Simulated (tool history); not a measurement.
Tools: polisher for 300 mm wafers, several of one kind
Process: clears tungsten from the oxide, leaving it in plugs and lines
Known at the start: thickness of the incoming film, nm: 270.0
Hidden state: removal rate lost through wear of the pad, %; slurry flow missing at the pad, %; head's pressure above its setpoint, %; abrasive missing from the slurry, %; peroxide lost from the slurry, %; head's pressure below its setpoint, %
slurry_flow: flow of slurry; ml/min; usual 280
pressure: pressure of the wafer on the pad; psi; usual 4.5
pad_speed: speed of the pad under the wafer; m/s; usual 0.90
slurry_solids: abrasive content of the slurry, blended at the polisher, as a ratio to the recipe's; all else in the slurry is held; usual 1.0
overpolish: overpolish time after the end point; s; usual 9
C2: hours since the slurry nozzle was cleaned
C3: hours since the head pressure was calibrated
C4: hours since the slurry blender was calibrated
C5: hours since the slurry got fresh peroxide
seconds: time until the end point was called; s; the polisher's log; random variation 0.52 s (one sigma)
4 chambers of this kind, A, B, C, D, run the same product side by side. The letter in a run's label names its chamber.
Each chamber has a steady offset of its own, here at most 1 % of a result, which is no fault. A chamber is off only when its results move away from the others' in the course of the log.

-- day=0.092 chamber A: worn pad replaced by a new one
run 1C day=0.412 | slurry_flow=280 pressure=4.5 pad_speed=0.90 slurry_solids=1.0 overpolish=9 | wafers_polished_on_this_pad=1396 C2=61.7 C3=869.7 C4=41.0 C5=59.8 | seconds=62.173
-- day=0.421 chamber C: worn pad replaced by a new one
-- day=0.483 chamber D: worn pad replaced by a new one
-- day=0.571 chamber A: slurry nozzle cleaned
-- day=0.575 chamber B: slurry tank refilled with fresh slurry and peroxide
-- day=0.612 chamber A: slurry blender recalibrated
run 2D day=0.892 | slurry_flow=280 pressure=4.5 pad_speed=0.90 slurry_solids=1.0 overpolish=9 | wafers_polished_on_this_pad=78 C2=381.7 C3=583.0 C4=214.5 C5=45.1 | seconds=61.770
run 3A day=1.333 | slurry_flow=280 pressure=4.5 pad_speed=0.90 slurry_solids=1.0 overpolish=9 | wafers_polished_on_this_pad=237 C2=18.3 C3=191.8 C4=17.3 C5=94.4 | seconds=61.775
-- day=1.467 chamber B: slurry nozzle cleaned
-- day=1.512 chamber B: worn pad replaced by a new one
run 4B day=1.575 | slurry_flow=280 pressure=4.5 pad_speed=0.90 slurry_solids=1.0 overpolish=9 | wafers_polished_on_this_pad=12 C2=2.7 C3=158.6 C4=285.7 C5=24.1 | seconds=61.528
run 5C day=1.971 | slurry_flow=280 pressure=4.5 pad_speed=0.90 slurry_solids=1.0 overpolish=9 | wafers_polished_on_this_pad=295 C2=99.1 C3=907.1 C4=78.4 C5=97.2 | seconds=61.682
-- day=2.338 chamber D: slurry tank refilled with fresh slurry and peroxide
-- day=2.450 chamber A: slurry tank refilled with fresh slurry and peroxide
run 6B day=2.471 | slurry_flow=280 pressure=4.5 pad_speed=0.90 slurry_solids=1.0 overpolish=9 | wafers_polished_on_this_pad=183 C2=24.2 C3=180.1 C4=307.2 C5=45.6 | seconds=61.511
run 7A day=2.933 | slurry_flow=280 pressure=4.5 pad_speed=0.90 slurry_solids=1.0 overpolish=9 | wafers_polished_on_this_pad=542 C2=56.7 C3=230.2 C4=55.7 C5=11.7 | seconds=61.814
-- day=3.029 chamber A: worn pad replaced by a new one
run 8D day=3.288 | slurry_flow=280 pressure=4.5 pad_speed=0.90 slurry_solids=1.0 overpolish=9 | wafers_polished_on_this_pad=535 C2=439.2 C3=640.5 C4=272.0 C5=22.8 | seconds=63.459
run 9A day=3.758 | slurry_flow=240 pressure=4.5 pad_speed=0.90 slurry_solids=1.0 overpolish=11 | wafers_polished_on_this_pad=139 C2=76.5 C3=250.0 C4=75.5 C5=31.5 | seconds=62.860
-- day=3.883 chamber C: slurry tank refilled with fresh slurry and peroxide
run 10C day=4.192 | slurry_flow=240 pressure=4.5 pad_speed=0.90 slurry_solids=1.0 overpolish=11 | wafers_polished_on_this_pad=719 C2=152.4 C3=960.4 C4=131.7 C5=7.5 | seconds=63.253
run 11B day=4.608 | slurry_flow=240 pressure=4.5 pad_speed=0.90 slurry_solids=1.0 overpolish=11 | wafers_polished_on_this_pad=590 C2=75.5 C3=231.4 C4=358.5 C5=96.9 | seconds=62.417
run 12D day=4.888 | slurry_flow=240 pressure=4.5 pad_speed=0.90 slurry_solids=1.0 overpolish=11 | wafers_polished_on_this_pad=840 C2=477.6 C3=678.9 C4=310.4 C5=61.2 | seconds=66.067
run 13B day=5.150 | slurry_flow=280 pressure=4.5 pad_speed=1.18 slurry_solids=0.7 overpolish=9 | wafers_polished_on_this_pad=693 C2=88.5 C3=244.4 C4=371.5 C5=109.9 | seconds=51.624
-- day=5.488 chamber D: worn pad replaced by a new one
-- day=5.508 chamber B: slurry tank refilled with fresh slurry and peroxide
-- day=5.579 chamber B: slurry blender recalibrated
run 14D day=5.583 | slurry_flow=280 pressure=4.5 pad_speed=1.18 slurry_solids=0.7 overpolish=9 | wafers_polished_on_this_pad=18 C2=494.3 C3=695.6 C4=327.1 C5=77.9 | seconds=53.133
-- day=5.717 chamber D: slurry tank refilled with fresh slurry and peroxide
-- day=5.788 chamber A: slurry blender recalibrated
-- day=5.875 chamber A: worn pad replaced by a new one
run 15C day=5.942 | slurry_flow=280 pressure=4.5 pad_speed=1.18 slurry_solids=0.7 overpolish=9 | wafers_polished_on_this_pad=1052 C2=194.4 C3=1002.4 C4=173.7 C5=49.5 | seconds=52.756
-- day=6.158 chamber B: worn pad replaced by a new one
run 16A day=6.262 | slurry_flow=280 pressure=4.5 pad_speed=1.18 slurry_solids=0.7 overpolish=9 | wafers_polished_on_this_pad=74 C2=136.6 C3=310.1 C4=11.4 C5=91.6 | seconds=51.366
run 17D day=6.546 | slurry_flow=280 pressure=4.5 pad_speed=0.90 slurry_solids=1.0 overpolish=9 | wafers_polished_on_this_pad=202 C2=517.4 C3=718.7 C4=350.2 C5=19.9 | seconds=64.773
-- day=6.729 chamber C: worn pad replaced by a new one
run 18B day=6.858 | slurry_flow=280 pressure=4.5 pad_speed=0.90 slurry_solids=1.0 overpolish=9 | wafers_polished_on_this_pad=133 C2=129.5 C3=285.4 C4=30.7 C5=32.4 | seconds=60.965
run 19A day=7.112 | slurry_flow=280 pressure=4.5 pad_speed=0.90 slurry_solids=1.0 overpolish=9 | wafers_polished_on_this_pad=236 C2=157.0 C3=330.5 C4=31.8 C5=112.0 | seconds=61.172
run 20C day=7.375 | slurry_flow=280 pressure=4.5 pad_speed=0.90 slurry_solids=1.0 overpolish=9 | wafers_polished_on_this_pad=123 C2=228.8 C3=1036.8 C4=208.1 C5=83.9 | seconds=62.217
-- day=7.379 chamber D: slurry blender recalibrated
-- day=7.750 chamber A: slurry tank refilled with fresh slurry and peroxide
run 21B day=7.858 | slurry_flow=280 pressure=4.5 pad_speed=0.90 slurry_solids=1.0 overpolish=9 | wafers_polished_on_this_pad=324 C2=153.5 C3=309.4 C4=54.7 C5=56.4 | seconds=61.431
run 22C day=8.233 | slurry_flow=280 pressure=4.5 pad_speed=0.90 slurry_solids=1.0 overpolish=9 | wafers_polished_on_this_pad=286 C2=249.4 C3=1057.4 C4=228.7 C5=104.5 | seconds=62.170
run 23A day=8.467 | slurry_flow=280 pressure=3.5 pad_speed=1.18 slurry_solids=1.0 overpolish=9 | wafers_polished_on_this_pad=494 C2=189.5 C3=363.0 C4=64.3 C5=17.3 | seconds=60.829
run 24D day=8.858 | slurry_flow=280 pressure=3.5 pad_speed=1.18 slurry_solids=1.0 overpolish=9 | wafers_polished_on_this_pad=643 C2=572.9 C3=774.2 C4=35.6 C5=75.4 | seconds=65.432

What goes on in this fleet: one chamber off, a drifting gauge, or nothing beyond the chambers' own small offsets? Name the chamber and the cause, if any.

Chamber D drifts away from the others.
Cause: head's pressure below its setpoint, % = 7.94.

Here are 4 candidates for chamber D's next run, each the usual settings with a change, their results left as question marks. Which one brings its results back in line with what the others give on the usual settings?
In line means no further than this from the other chambers' mean on the usual settings: seconds 1.800 s
run 25D-1 day=9.229 | slurry_flow=280 pressure=4.3 pad_speed=0.86 slurry_solids=1.0 overpolish=9 | seconds=?
run 25D-2 day=9.229 | slurry_flow=280 pressure=4.6 pad_speed=0.92 slurry_solids=1.0 overpolish=9 | seconds=?
run 25D-3 day=9.229 | slurry_flow=330 pressure=4.5 pad_speed=0.90 slurry_solids=1.3 overpolish=9 | seconds=?
run 25D-4 day=9.229 | slurry_flow=280 pressure=4.4 pad_speed=0.88 slurry_solids=1.0 overpolish=9 | seconds=?

The other chambers' mean on the usual settings: seconds 61.682 s
run=25D-1 seconds=73.524
run=25D-2 seconds=64.227
run=25D-3 seconds=62.149
run=25D-4 seconds=70.213
25D-3 brings the chamber back in line.

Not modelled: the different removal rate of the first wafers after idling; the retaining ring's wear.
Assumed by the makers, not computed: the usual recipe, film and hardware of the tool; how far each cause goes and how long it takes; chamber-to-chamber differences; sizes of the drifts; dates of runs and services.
